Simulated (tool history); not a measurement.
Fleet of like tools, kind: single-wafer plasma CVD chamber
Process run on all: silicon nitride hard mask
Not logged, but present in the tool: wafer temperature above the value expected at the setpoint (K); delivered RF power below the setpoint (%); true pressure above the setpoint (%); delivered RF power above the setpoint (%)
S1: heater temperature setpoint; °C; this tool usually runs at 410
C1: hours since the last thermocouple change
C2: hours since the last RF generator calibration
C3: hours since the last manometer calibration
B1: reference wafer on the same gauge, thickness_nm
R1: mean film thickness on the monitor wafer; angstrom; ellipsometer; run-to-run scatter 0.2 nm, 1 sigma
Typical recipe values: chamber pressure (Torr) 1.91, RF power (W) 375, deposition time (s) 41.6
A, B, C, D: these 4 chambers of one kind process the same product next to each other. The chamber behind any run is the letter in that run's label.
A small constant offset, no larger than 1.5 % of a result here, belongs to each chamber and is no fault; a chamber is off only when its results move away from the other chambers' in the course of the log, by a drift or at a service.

Run 1C, hour 6: usual settings; C1 270.9; C2 416.7; C3 986; B1 60.012. Result: R1 578.25 angstrom.
Run 2A, hour 16.8: usual settings; C1 1097.3; C2 618.3; C3 1107.7; B1 59.951. Result: R1 570.47 angstrom.
At hour 22.5: chamber D: capacitance manometer re-zeroed and calibrated.
Run 3B, hour 25.5: usual settings; C1 45.3; C2 818.2; C3 403.7; B1 60.041. Result: R1 581.28 angstrom.
Run 4D, hour 31.4: usual settings; C1 1206.1; C2 838.9; C3 9; B1 60.019. Result: R1 576.83 angstrom.
Run 5A, hour 40.4: usual settings; C1 1120.9; C2 641.9; C3 1131.3; B1 59.998. Result: R1 570.49 angstrom.
Run 6B, hour 50.5: usual settings; C1 70.3; C2 843.2; C3 428.7; B1 60.038. Result: R1 579.04 angstrom.
Run 7C, hour 59.9: usual settings; C1 324.8; C2 470.6; C3 1039.9; B1 59.983. Result: R1 573.85 angstrom.
Run 8D, hour 64.8: usual settings; C1 1239.5; C2 872.3; C3 42.4; B1 59.962. Result: R1 574.29 angstrom.
Run 9A, hour 75.5: usual settings; C1 1156; C2 677; C3 1166.4; B1 60.023. Result: R1 567.82 angstrom.
Run 10B, hour 82.4: usual settings; C1 102.2; C2 875.1; C3 460.6; B1 59.997. Result: R1 576.96 angstrom.
Run 11C, hour 89.5: usual settings; C1 354.4; C2 500.2; C3 1069.5; B1 59.991. Result: R1 573.51 angstrom.
Run 12D, hour 99.2: usual settings; C1 1273.9; C2 906.7; C3 76.8; B1 60.043. Result: R1 571.09 angstrom.
Run 13D, hour 105.4: usual settings; C1 1280.1; C2 912.9; C3 83; B1 60.002. Result: R1 572.53 angstrom.
Run 14C, hour 110.9: usual settings; C1 375.8; C2 521.6; C3 1090.9; B1 59.976. Result: R1 577.47 angstrom.
Run 15A, hour 121.6: usual settings but S1 423 °C, chamber pressure (Torr) 2.34; C1 1202.1; C2 723.1; C3 1212.5; B1 60.001. Result: R1 593.36 angstrom.
Run 16B, hour 131: usual settings but S1 423 °C, chamber pressure (Torr) 2.34; C1 150.8; C2 923.7; C3 509.2; B1 60.027. Result: R1 608.12 angstrom.
At hour 140.2: chamber B: RF generator calibrated.
Run 17C, hour 141: usual settings but S1 423 °C, chamber pressure (Torr) 2.34; C1 405.9; C2 551.7; C3 1121; B1 60.033. Result: R1 594.03 angstrom.
Run 18A, hour 146.3: usual settings but S1 423 °C, chamber pressure (Torr) 2.34; C1 1226.8; C2 747.8; C3 1237.2; B1 60.069. Result: R1 598.3 angstrom.
Run 19B, hour 155.6: usual settings; C1 175.4; C2 15.5; C3 533.8; B1 59.972. Result: R1 579.52 angstrom.
Run 20D, hour 160.7: usual settings; C1 1335.4; C2 968.2; C3 138.3; B1 60.009. Result: R1 573.4 angstrom.
Run 21C, hour 167.5: usual settings; C1 432.4; C2 578.2; C3 1147.5; B1 60.008. Result: R1 566.66 angstrom.
Run 22B, hour 174: usual settings but RF power (W) 330, deposition time (s) 37.8; C1 193.8; C2 33.9; C3 552.2; B1 59.965. Result: R1 485.21 angstrom.
Run 23D, hour 182.8: usual settings but RF power (W) 330, deposition time (s) 37.8; C1 1357.5; C2 990.3; C3 160.4; B1 60.036. Result: R1 479.47 angstrom.
Run 24A, hour 187.8: usual settings but RF power (W) 330, deposition time (s) 37.8; C1 1268.3; C2 789.3; C3 1278.7; B1 60.069. Result: R1 477.98 angstrom.
Run 25C, hour 193: usual settings but RF power (W) 330, deposition time (s) 37.8; C1 457.9; C2 603.7; C3 1173; B1 60.001. Result: R1 472.44 angstrom.
Run 26D, hour 199.2: usual settings but chamber pressure (Torr) 2.38, deposition time (s) 38.3; C1 1373.9; C2 1006.7; C3 176.8; B1 59.992. Result: R1 562.36 angstrom.
Run 27B, hour 204.9: usual settings but chamber pressure (Torr) 2.38, deposition time (s) 38.3; C1 224.7; C2 64.8; C3 583.1; B1 60.001. Result: R1 567.87 angstrom.
Run 28A, hour 215: usual settings but chamber pressure (Torr) 2.38, deposition time (s) 38.3; C1 1295.5; C2 816.5; C3 1305.9; B1 59.984. Result: R1 560.76 angstrom.
Run 29D, hour 221.2: usual settings but chamber pressure (Torr) 2.38, deposition time (s) 38.3; C1 1395.9; C2 1028.7; C3 198.8; B1 60.002. Result: R1 563.32 angstrom.
Run 30C, hour 231.3: usual settings; C1 496.2; C2 642; C3 1211.3; B1 60.008. Result: R1 558.8 angstrom.
Run 31B, hour 240.6: usual settings; C1 260.4; C2 100.5; C3 618.8; B1 60.014. Result: R1 579.12 angstrom.
Run 32A, hour 250.8: usual settings but chamber pressure (Torr) 2.06, RF power (W) 435; C1 1331.3; C2 852.3; C3 1341.7; B1 60.001. Result: R1 637.94 angstrom.
Run 33A, hour 258.2: usual settings but chamber pressure (Torr) 2.06, RF power (W) 435; C1 1338.7; C2 859.7; C3 1349.1; B1 59.974. Result: R1 638.2 angstrom.
At hour 265: chamber D: thermocouple changed; heater temperature recalibrated.
Run 34C, hour 268.8: usual settings but chamber pressure (Torr) 2.06, RF power (W) 435; C1 533.7; C2 679.5; C3 1248.8; B1 60.008. Result: R1 621.64 angstrom.
At hour 270.9: chamber A: capacitance manometer re-zeroed and calibrated.
Run 35B, hour 275.5: usual settings but chamber pressure (Torr) 2.06, RF power (W) 435; C1 295.3; C2 135.4; C3 653.7; B1 59.977. Result: R1 643.07 angstrom.
Run 36D, hour 283.3: usual settings; C1 18.3; C2 1090.8; C3 260.9; B1 59.994. Result: R1 573.5 angstrom.
Run 37D, hour 292.1: usual settings; C1 27.1; C2 1099.6; C3 269.7; B1 60.018. Result: R1 572.47 angstrom.
Run 38A, hour 302.2: usual settings; C1 1382.7; C2 903.7; C3 31.4; B1 59.988. Result: R1 570.84 angstrom.
Run 39B, hour 311.1: usual settings; C1 330.9; C2 171; C3 689.3; B1 60.007. Result: R1 577.4 angstrom.
Run 40C, hour 321.3: usual settings; C1 586.2; C2 732; C3 1301.3; B1 59.933. Result: R1 549.5 angstrom.
Run 41D, hour 329.3: usual settings; C1 64.3; C2 1136.8; C3 306.9; B1 59.968. Result: R1 569.21 angstrom.
Run 42C, hour 338: usual settings; C1 602.9; C2 748.7; C3 1318; B1 59.969. Result: R1 549.18 angstrom.
Run 43B, hour 346.2: usual settings but S1 421 °C, deposition time (s) 36; C1 366; C2 206.1; C3 724.4; B1 60.024. Result: R1 502.58 angstrom.

Next, all 4 chambers run the settings below, one line each with question marks for the results. What does each chamber give?
Run 44A, hour 354: usual settings but chamber pressure (Torr) 1.72. Result: R1 ?.
Run 44B, hour 354: usual settings but chamber pressure (Torr) 1.72. Result: R1 ?.
Run 44C, hour 354: usual settings but chamber pressure (Torr) 1.72. Result: R1 ?.
Run 44D, hour 354: usual settings but chamber pressure (Torr) 1.72. Result: R1 ?.

run      R1
44A  554.02
44B  567.21
44C  535.21
44D  553.73
